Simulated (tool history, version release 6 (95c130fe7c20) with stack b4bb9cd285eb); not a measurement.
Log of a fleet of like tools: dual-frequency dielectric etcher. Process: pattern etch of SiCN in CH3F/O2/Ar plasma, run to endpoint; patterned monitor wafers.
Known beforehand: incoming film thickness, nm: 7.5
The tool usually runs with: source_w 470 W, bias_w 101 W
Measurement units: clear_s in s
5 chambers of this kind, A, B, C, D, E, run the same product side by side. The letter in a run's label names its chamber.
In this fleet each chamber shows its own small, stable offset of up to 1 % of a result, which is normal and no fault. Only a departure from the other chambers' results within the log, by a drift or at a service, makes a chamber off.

| run | hour | source_w | bias_w | hours since the last wet clean | hours since the last source power generator calibration | hours since the last bias power generator calibration | clear_s |
|---|---|---|---|---|---|---|---|
| 1B | 12 | 470 | 101 | 229 | 1718.9 | 633.6 | 16.53 |
| 2E | 23.4 | 470 | 101 | 606.3 | 1045.1 | 2998.8 | 16.536 |
| 3A | 30.1 | 470 | 101 | 491.9 | 2698.4 | 1962.3 | 16.715 |
| 4D | 38.2 | 470 | 101 | 238.2 | 505.4 | 2267.1 | 16.503 |
| 5C | 47.1 | 470 | 101 | 93.5 | 1250.2 | 2943.1 | 16.435 |
| 6E | 56.5 | 470 | 101 | 639.4 | 1078.2 | 3031.9 | 16.49 |
|  | 62.8 | chamber E: wet clean of the chamber |
| 7B | 63.1 | 470 | 101 | 280.1 | 1770 | 684.7 | 16.601 |
|  | 71.6 | chamber A: wet clean of the chamber |
| 8D | 74.1 | 470 | 101 | 274.1 | 541.3 | 2303 | 16.597 |
| 9A | 80.4 | 470 | 101 | 8.9 | 2748.7 | 2012.6 | 16.819 |
| 10C | 90.9 | 470 | 101 | 137.3 | 1294 | 2986.9 | 16.482 |
| 11B | 100.4 | 470 | 101 | 317.4 | 1807.3 | 722 | 16.592 |
| 12A | 111.4 | 470 | 101 | 39.9 | 2779.7 | 2043.6 | 16.707 |
| 13D | 118.1 | 470 | 101 | 318.1 | 585.3 | 2347 | 16.534 |
| 14C | 127.9 | 470 | 101 | 174.3 | 1331 | 3023.9 | 16.516 |
| 15E | 138.9 | 470 | 101 | 76.2 | 1160.6 | 3114.3 | 16.557 |
| 16B | 146.6 | 470 | 101 | 363.6 | 1853.5 | 768.2 | 16.495 |
| 17C | 156 | 560 | 101 | 202.4 | 1359.1 | 3052 | 15.5 |
| 18A | 165.7 | 560 | 101 | 94.2 | 2834 | 2097.9 | 15.622 |
|  | 174 | chamber D: wet clean of the chamber |
| 19E | 175 | 560 | 101 | 112.3 | 1196.7 | 3150.4 | 15.389 |
| 20D | 184.7 | 560 | 101 | 10.7 | 651.9 | 2413.6 | 15.462 |
| 21B | 190.2 | 560 | 101 | 407.2 | 1897.1 | 811.8 | 15.546 |
| 22E | 198 | 360 | 116 | 135.3 | 1219.7 | 3173.4 | 17.297 |
| 23C | 207.6 | 360 | 116 | 254 | 1410.7 | 3103.6 | 17.235 |
| 24A | 213 | 360 | 116 | 141.5 | 2881.3 | 2145.2 | 17.493 |
|  | 214.7 | chamber C: bias power generator calibrated |
| 25D | 222.8 | 360 | 116 | 48.8 | 690 | 2451.7 | 17.315 |
| 26E | 234.5 | 360 | 116 | 171.8 | 1256.2 | 3209.9 | 17.242 |
| 27B | 243.9 | 470 | 101 | 460.9 | 1950.8 | 865.5 | 16.581 |
| 28A | 249.2 | 470 | 101 | 177.7 | 2917.5 | 2181.4 | 16.75 |
| 29D | 257.9 | 470 | 101 | 83.9 | 725.1 | 2486.8 | 16.566 |
| 30C | 265.4 | 470 | 101 | 311.8 | 1468.5 | 50.8 | 16.511 |
| 31C | 274.8 | 470 | 101 | 321.2 | 1477.9 | 60.2 | 16.514 |
| 32E | 283 | 470 | 101 | 220.3 | 1304.7 | 3258.4 | 16.565 |
| 33A | 290.7 | 470 | 101 | 219.2 | 2959 | 2222.9 | 16.778 |

Next, every chamber runs the same settings. What will each give?
| 34A | 299.5 | 410 | 101 |  |  |  | ? |
| 34B | 299.5 | 410 | 101 |  |  |  | ? |
| 34C | 299.5 | 410 | 101 |  |  |  | ? |
| 34D | 299.5 | 410 | 101 |  |  |  | ? |
| 34E | 299.5 | 410 | 101 |  |  |  | ? |

| run | clear_s |
|---|---|
| 34A | 17.568 |
| 34B | 17.419 |
| 34C | 17.422 |
| 34D | 17.461 |
| 34E | 17.367 |

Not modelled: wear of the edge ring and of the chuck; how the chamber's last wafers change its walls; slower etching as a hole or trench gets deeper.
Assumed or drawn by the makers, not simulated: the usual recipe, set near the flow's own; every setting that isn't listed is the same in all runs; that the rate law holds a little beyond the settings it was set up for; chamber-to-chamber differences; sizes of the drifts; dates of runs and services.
